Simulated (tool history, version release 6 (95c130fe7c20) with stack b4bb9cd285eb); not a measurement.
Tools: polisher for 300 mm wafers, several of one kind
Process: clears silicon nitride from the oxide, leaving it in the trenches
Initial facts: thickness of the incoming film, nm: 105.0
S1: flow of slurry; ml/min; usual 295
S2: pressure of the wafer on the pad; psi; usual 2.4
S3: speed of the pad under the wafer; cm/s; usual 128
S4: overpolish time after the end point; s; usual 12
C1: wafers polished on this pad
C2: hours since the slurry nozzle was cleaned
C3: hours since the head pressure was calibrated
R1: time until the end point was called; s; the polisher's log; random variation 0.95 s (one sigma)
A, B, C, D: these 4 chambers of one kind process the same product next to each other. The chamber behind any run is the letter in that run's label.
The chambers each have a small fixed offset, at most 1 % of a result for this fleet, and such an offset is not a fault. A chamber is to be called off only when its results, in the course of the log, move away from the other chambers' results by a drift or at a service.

At day 0.042: chamber B: worn pad replaced by a new one.
Run 1A, day 0.108: usual settings; C1 89; C2 152.4; C3 392.2. Result: R1 106.21 s.
At day 0.242: chamber C: worn pad replaced by a new one.
Run 2B, day 0.283: usual settings; C1 46; C2 164.6; C3 18.1. Result: R1 104.97 s.
Run 3C, day 0.396: usual settings; C1 30; C2 100.6; C3 547.1. Result: R1 105.04 s.
Run 4D, day 0.517: usual settings; C1 909; C2 177.3; C3 268.6. Result: R1 107.3 s.
Run 5C, day 0.633: usual settings; C1 75; C2 106.3; C3 552.8. Result: R1 105.77 s.
Run 6B, day 0.788: usual settings; C1 143; C2 176.7; C3 30.2. Result: R1 105.59 s.
Run 7A, day 0.992: usual settings; C1 258; C2 173.6; C3 413.4. Result: R1 105.98 s.
Run 8D, day 1.192: usual settings but S2 3.1 psi, S4 8 s; C1 1038; C2 193.5; C3 284.8. Result: R1 83.085 s.
At day 1.329: chamber D: worn pad replaced by a new one.
Run 9D, day 1.367: usual settings but S2 3.1 psi, S4 8 s; C1 7; C2 197.7; C3 289. Result: R1 83.335 s.
Run 10A, day 1.562: usual settings but S2 3.1 psi, S4 8 s; C1 367; C2 187.3; C3 427.1. Result: R1 81.489 s.
Run 11B, day 1.704: usual settings but S2 3.1 psi, S4 8 s; C1 318; C2 198.7; C3 52.2. Result: R1 81.331 s.
Run 12C, day 1.842: usual settings; C1 306; C2 135.3; C3 581.8. Result: R1 104.82 s.
Run 13D, day 2.046: usual settings; C1 137; C2 214; C3 305.3. Result: R1 105.53 s.
Run 14B, day 2.238: usual settings; C1 420; C2 211.5; C3 65. Result: R1 104.4 s.
Run 15C, day 2.388: usual settings; C1 411; C2 148.4; C3 594.9. Result: R1 104.34 s.
Run 16A, day 2.475: usual settings but S1 365 ml/min; C1 542; C2 209.2; C3 449. Result: R1 103.04 s.
Run 17A, day 2.617: usual settings but S1 365 ml/min; C1 569; C2 212.6; C3 452.4. Result: R1 103.9 s.
Run 18D, day 2.729: usual settings but S1 365 ml/min; C1 267; C2 230.4; C3 321.7. Result: R1 101.48 s.
Run 19B, day 2.85: usual settings but S1 365 ml/min; C1 537; C2 226.2; C3 79.7. Result: R1 105.41 s.
Run 20C, day 3.042: usual settings; C1 536; C2 164.1; C3 610.6. Result: R1 104.82 s.
Run 21B, day 3.221: usual settings; C1 608; C2 235.1; C3 88.6. Result: R1 106.19 s.
At day 3.233: chamber B: worn pad replaced by a new one.
Run 22D, day 3.317: usual settings; C1 380; C2 244.5; C3 335.8. Result: R1 100.29 s.
Run 23C, day 3.5: usual settings; C1 624; C2 175.1; C3 621.6. Result: R1 105.78 s.
At day 3.521: chamber C: worn pad replaced by a new one.
Run 24A, day 3.679: usual settings but S3 86 cm/s, S4 14 s; C1 773; C2 238.1; C3 477.9. Result: R1 159.19 s.
Run 25A, day 3.879: usual settings but S3 86 cm/s, S4 14 s; C1 811; C2 242.9; C3 482.7. Result: R1 159.13 s.
At day 4.058: chamber D: slurry nozzle cleaned.
Run 26D, day 4.079: usual settings but S3 86 cm/s, S4 14 s; C1 526; C2 0.6; C3 354.1. Result: R1 146.9 s.
Run 27B, day 4.208: usual settings but S3 86 cm/s, S4 14 s; C1 186; C2 258.8; C3 112.3. Result: R1 156.76 s.
Run 28C, day 4.312: usual settings; C1 151; C2 194.6; C3 641.1. Result: R1 105.53 s.
Run 29A, day 4.429: usual settings; C1 916; C2 256.1; C3 495.9. Result: R1 105.07 s.

Is one chamber off against the others, does the gauge drift, or is nothing wrong? If a chamber is off, say which, and what the likeliest cause is.

Little by little, chamber D moves away from the other chambers.
Likeliest cause: head's pressure above its setpoint, % = 12.1.

Here are 4 candidates for chamber D's next run, each the usual settings with a change, their results left as question marks. Which one brings its results back in line with what the others give on the usual settings?
Allowed miss from the other chambers' usual-settings mean, per result, to count as in line: R1 3.3 s
Run 30D-1, day 4.579: usual settings but S2 2.3 psi, S3 122 cm/s. Result: R1 ?.
Run 30D-2, day 4.579: usual settings but S3 132 cm/s. Result: R1 ?.
Run 30D-3, day 4.579: usual settings but S1 300 ml/min, S3 140 cm/s. Result: R1 ?.
Run 30D-4, day 4.579: usual settings but S1 200 ml/min. Result: R1 ?.

Usual-settings mean across the other chambers: R1 105.36 s
  run      R1
30D-1  104.22
30D-2  92.261
30D-3  86.796
30D-4  99.334
30D-1 brings the chamber back in line.

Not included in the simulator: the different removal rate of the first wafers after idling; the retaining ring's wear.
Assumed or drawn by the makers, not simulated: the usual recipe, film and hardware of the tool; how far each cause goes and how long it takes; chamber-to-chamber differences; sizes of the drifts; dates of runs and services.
